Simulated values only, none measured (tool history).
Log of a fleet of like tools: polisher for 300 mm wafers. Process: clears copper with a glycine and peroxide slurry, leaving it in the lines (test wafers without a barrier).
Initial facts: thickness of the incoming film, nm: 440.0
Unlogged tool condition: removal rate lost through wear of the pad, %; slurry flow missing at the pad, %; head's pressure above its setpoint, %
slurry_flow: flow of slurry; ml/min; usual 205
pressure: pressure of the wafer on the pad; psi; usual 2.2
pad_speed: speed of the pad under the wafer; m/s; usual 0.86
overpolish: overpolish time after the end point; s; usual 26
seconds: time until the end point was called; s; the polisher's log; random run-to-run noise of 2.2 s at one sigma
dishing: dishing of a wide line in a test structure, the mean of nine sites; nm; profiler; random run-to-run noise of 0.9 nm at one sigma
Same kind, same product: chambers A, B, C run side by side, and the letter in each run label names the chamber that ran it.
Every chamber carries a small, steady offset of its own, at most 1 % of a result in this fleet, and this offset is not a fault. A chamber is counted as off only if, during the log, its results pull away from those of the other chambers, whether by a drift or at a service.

run   hour  slurry_flow  pressure  pad_speed  overpolish  wafers polished on this pad  hours since the slurry nozzle was cleaned  hours since the head pressure was calibrated  seconds  dishing
 1B    2.2          205       2.2       0.86          26                          619                                      252.5                                          59.3   128.62   62.037
 2C    6.6          205       2.2       0.86          26                           56                                      125.8                                         926.7   124.35    61.51
 3A    9.6          205       2.2       0.86          26                          412                                      166.9                                         447.5   126.34   60.145
 4A   13.5          205       2.2       0.86          26                          436                                      170.8                                         451.4   125.51   61.315
 5C   16.6          205       1.9       0.86          26                          117                                      135.8                                         936.7   135.91   55.235
 6B     21          205       1.9       0.86          26                          735                                      271.3                                          78.1   135.27   54.858
 7C   24.8          205       1.9       0.86          26                          168                                        144                                         944.9   140.15    54.61
 8A   27.5          205       2.2       0.86          26                          522                                      184.8                                         465.4    124.9   60.181
 9B   31.4          205       2.2       0.86          26                          799                                      281.7                                          88.5   125.72   59.958
10A   34.2          205       2.2       0.86          26                          563                                      191.5                                         472.1   130.44    61.18
11C   38.6          205       2.2       0.86          26                          253                                      157.8                                         958.7    126.3   60.971
12B   41.1          205       2.2       0.86          26                          859                                      291.4                                          98.2   124.87   60.885
13C   44.9          205       2.2       0.86          26                          292                                      164.1                                           965   125.06   62.473
14B   49.5          205       2.9       0.86          15                          911                                      299.8                                         106.6    97.19   45.838
15A   52.2          205       2.9       0.86          15                          675                                      209.5                                         490.1   99.466   45.143
16A   55.7          205       2.9       0.86          15                          696                                        213                                         493.6   102.24   45.217
17C     58          205       2.2        0.7          26                          373                                      177.2                                         978.1   146.94   52.514
18B   60.2          205       2.2        0.7          26                          977                                      310.5                                         117.3   145.32   52.669
19A   64.9          205       2.2        0.7          26                          753                                      222.2                                         502.8   141.28   54.221
20C   68.3          205       2.2       0.86          26                          437                                      187.5                                         988.4   126.82   60.717
      69.4  -- chamber B: worn pad replaced by a new one
21B   72.2          140       2.2       0.86          26                           17                                      322.5                                         129.3   134.82   54.926
22B   76.3          140       2.2       0.86          26                           42                                      326.6                                         133.4   132.27   57.226
      76.7  -- chamber A: worn pad replaced by a new one
23C   80.3          140       2.2       0.86          26                          511                                      199.5                                        1000.4   131.78   58.525
24A     85          270       2.2       0.86          33                           51                                      242.3                                         522.9   116.72   73.717
25C   88.1          270       2.2       0.86          33                          559                                      207.3                                        1008.2   120.65   74.351
26B   90.9          270       2.2       0.86          33                          132                                      341.2                                           148   117.57   75.523
27A   95.3          205       2.2       0.86          26                          114                                      252.6                                         533.2   131.65   61.852
28C   99.8          205       2.2       0.86          26                          631                                        219                                        1019.9    129.1   60.008
       102  -- chamber C: worn pad replaced by a new one
29B  104.5          205       2.2       0.86          26                          216                                      354.8                                         161.6   124.15   59.241
30A  106.7          205       2.2       0.86          26                          185                                        264                                         544.6   128.83   59.652
31C  109.4          205       2.2       1.02          15                           45                                      228.6                                        1029.5   108.04   41.827
       110  -- chamber A: slurry nozzle cleaned
32A  113.6          205       2.2       1.02          15                          227                                        3.6                                         551.5   107.35   42.823
33B  115.7          205       2.2       1.02          15                          285                                        366                                         172.8    108.8   41.808
34C  118.2          205       2.2       0.86          26                          100                                      237.4                                        1038.3   126.05   60.194
35A  122.9          205       2.2       0.86          26                          285                                       12.9                                         560.8   126.54   59.905
36B  126.6          205       2.2       0.86          26                          353                                      376.9                                         183.7   123.32   59.804
37A  131.4          205       2.2       0.86          26                          337                                       21.4                                         569.3   128.94   59.382
38B  134.8          205       2.2       0.86          26                          403                                      385.1                                         191.9   124.32   58.959
39C  137.5          205       2.2       0.86          26                          219                                      256.7                                        1057.6    125.9   59.377

One chamber off, gauge drift, or nothing amiss beyond the chambers' own small offsets? If it is a chamber, which one, and what is the likeliest cause?

Beyond each chamber's small constant offset nothing stands out, and the gauge stays steady.

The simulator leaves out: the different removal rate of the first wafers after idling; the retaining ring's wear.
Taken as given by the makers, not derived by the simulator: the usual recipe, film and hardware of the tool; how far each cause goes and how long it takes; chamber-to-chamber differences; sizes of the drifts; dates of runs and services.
